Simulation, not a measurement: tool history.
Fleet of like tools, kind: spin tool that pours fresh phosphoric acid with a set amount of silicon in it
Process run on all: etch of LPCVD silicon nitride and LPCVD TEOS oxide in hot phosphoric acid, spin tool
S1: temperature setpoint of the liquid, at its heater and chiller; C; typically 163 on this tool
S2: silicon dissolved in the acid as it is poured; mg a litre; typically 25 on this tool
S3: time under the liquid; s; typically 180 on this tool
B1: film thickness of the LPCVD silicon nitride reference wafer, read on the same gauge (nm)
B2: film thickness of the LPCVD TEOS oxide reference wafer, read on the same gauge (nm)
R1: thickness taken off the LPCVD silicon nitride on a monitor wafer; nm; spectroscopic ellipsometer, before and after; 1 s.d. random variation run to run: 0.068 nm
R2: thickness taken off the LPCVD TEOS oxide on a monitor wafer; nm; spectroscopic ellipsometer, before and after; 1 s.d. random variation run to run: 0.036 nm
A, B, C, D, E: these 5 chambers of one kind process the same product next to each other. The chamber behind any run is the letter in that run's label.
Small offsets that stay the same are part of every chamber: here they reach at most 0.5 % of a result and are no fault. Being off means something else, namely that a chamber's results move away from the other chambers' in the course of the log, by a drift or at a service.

{"run": "1B", "hour": 5.3, "S1": 163, "S2": 25, "S3": 180, "B1": 79.972, "B2": 59.999, "R1": 17.553, "R2": 0.57557}
{"run": "2A", "hour": 11.4, "S1": 163, "S2": 25, "S3": 180, "B1": 80.012, "B2": 60.007, "R1": 17.651, "R2": 0.61871}
{"run": "3E", "hour": 16.2, "S1": 163, "S2": 25, "S3": 180, "B1": 79.987, "B2": 60.019, "R1": 17.626, "R2": 0.58943}
{"run": "4C", "hour": 19.5, "S1": 163, "S2": 25, "S3": 180, "B1": 79.99, "B2": 59.993, "R1": 17.661, "R2": 0.59748}
{"run": "5D", "hour": 22.9, "S1": 163, "S2": 12.5, "S3": 180, "B1": 80.011, "B2": 60.021, "R1": 17.577, "R2": 0.91593}
{"run": "6E", "hour": 26.1, "S1": 163, "S2": 12.5, "S3": 180, "B1": 80.01, "B2": 60.001, "R1": 17.521, "R2": 0.79266}
{"run": "7C", "hour": 29.9, "S1": 163, "S2": 12.5, "S3": 180, "B1": 79.987, "B2": 60.003, "R1": 17.658, "R2": 0.84287}
{"run": "8D", "hour": 33.2, "S1": 163, "S2": 12.5, "S3": 180, "B1": 79.997, "B2": 60.013, "R1": 17.63, "R2": 0.92576}
{"run": "9A", "hour": 39.4, "S1": 163, "S2": 12.5, "S3": 180, "B1": 80.004, "B2": 60.011, "R1": 17.671, "R2": 0.92532}
{"run": "10B", "hour": 46.0, "S1": 163, "S2": 25, "S3": 180, "B1": 80.015, "B2": 59.997, "R1": 17.378, "R2": 0.63558}
{"run": "11D", "hour": 49.1, "S1": 163, "S2": 25, "S3": 180, "B1": 80.011, "B2": 60.006, "R1": 17.723, "R2": 0.56792}
{"run": "12E", "hour": 53.3, "S1": 163, "S2": 25, "S3": 180, "B1": 79.958, "B2": 59.968, "R1": 17.588, "R2": 0.5846}
{"run": "13C", "hour": 60.1, "S1": 162, "S2": 25, "S3": 180, "B1": 80.001, "B2": 60.025, "R1": 16.942, "R2": 0.51609}
{"run": "14A", "hour": 65.1, "S1": 162, "S2": 25, "S3": 180, "B1": 80.003, "B2": 59.992, "R1": 17.126, "R2": 0.55357}
{"run": "15B", "hour": 69.4, "S1": 162, "S2": 25, "S3": 180, "B1": 79.978, "B2": 60.023, "R1": 16.916, "R2": 0.55518}
{"run": "16A", "hour": 75.9, "S1": 162, "S2": 25, "S3": 180, "B1": 80.01, "B2": 59.999, "R1": 16.987, "R2": 0.57531}
{"run": "17C", "hour": 82.2, "S1": 162, "S2": 25, "S3": 180, "B1": 80.038, "B2": 59.987, "R1": 16.939, "R2": 0.53819}
{"run": "18E", "hour": 86.4, "S1": 163, "S2": 25, "S3": 180, "B1": 79.982, "B2": 60.031, "R1": 17.763, "R2": 0.55618}
{"run": "19B", "hour": 90.2, "S1": 163, "S2": 25, "S3": 180, "B1": 79.981, "B2": 59.993, "R1": 17.549, "R2": 0.59753}
{"run": "20D", "hour": 95.3, "S1": 163, "S2": 25, "S3": 180, "B1": 80.008, "B2": 60.016, "R1": 17.552, "R2": 0.61153}
{"hour": 100.9, "done": "chamber A: dissolved silicon flow meter replaced"}
{"run": "21C", "hour": 101.4, "S1": 163, "S2": 25, "S3": 180, "B1": 79.983, "B2": 59.988, "R1": 17.434, "R2": 0.64786}
{"run": "22A", "hour": 104.6, "S1": 163, "S2": 25, "S3": 180, "B1": 80.021, "B2": 59.99, "R1": 17.625, "R2": 0.6276}
{"run": "23E", "hour": 109.2, "S1": 163, "S2": 25, "S3": 180, "B1": 80.028, "B2": 59.992, "R1": 17.528, "R2": 0.64565}
{"run": "24B", "hour": 114.3, "S1": 163, "S2": 25, "S3": 180, "B1": 80.023, "B2": 59.968, "R1": 17.545, "R2": 0.68981}
{"run": "25D", "hour": 120.3, "S1": 163, "S2": 25, "S3": 180, "B1": 80.021, "B2": 59.976, "R1": 17.611, "R2": 0.59705}
{"run": "26C", "hour": 125.4, "S1": 163, "S2": 25, "S3": 180, "B1": 79.994, "B2": 60.004, "R1": 17.448, "R2": 0.58991}
{"run": "27A", "hour": 130.4, "S1": 163, "S2": 25, "S3": 180, "B1": 80.007, "B2": 59.987, "R1": 17.484, "R2": 0.66543}
{"run": "28D", "hour": 136.4, "S1": 163, "S2": 25, "S3": 180, "B1": 80.007, "B2": 60.006, "R1": 17.468, "R2": 0.66901}
{"run": "29E", "hour": 140.2, "S1": 163, "S2": 25, "S3": 180, "B1": 80.005, "B2": 60.014, "R1": 17.542, "R2": 0.61003}
{"run": "30B", "hour": 144.1, "S1": 163, "S2": 25, "S3": 180, "B1": 79.983, "B2": 59.99, "R1": 17.589, "R2": 0.60333}
{"run": "31E", "hour": 149.6, "S1": 163, "S2": 25, "S3": 180, "B1": 80.017, "B2": 60.006, "R1": 17.613, "R2": 0.59066}
{"run": "32B", "hour": 154.4, "S1": 163, "S2": 25, "S3": 180, "B1": 80.004, "B2": 59.99, "R1": 17.491, "R2": 0.59608}
{"run": "33C", "hour": 161.5, "S1": 163, "S2": 25, "S3": 180, "B1": 79.972, "B2": 60.003, "R1": 17.516, "R2": 0.612}
{"run": "34A", "hour": 168.1, "S1": 163, "S2": 25, "S3": 180, "B1": 79.992, "B2": 60.014, "R1": 17.471, "R2": 0.57269}
{"run": "35D", "hour": 174.3, "S1": 163, "S2": 25, "S3": 100, "B1": 80.002, "B2": 60.018, "R1": 9.7191, "R2": 0.33972}
{"run": "36E", "hour": 178.8, "S1": 163, "S2": 25, "S3": 100, "B1": 80, "B2": 59.976, "R1": 9.7389, "R2": 0.3511}

Decide between three cases: one chamber stands off from its peers, the gauge reading all wafers drifts, or nothing is wrong past each chamber's small offset. Where a chamber is off, say which and what most likely put it there.

Nothing is wrong: each chamber keeps only its own small, steady offset and the gauge holds still.
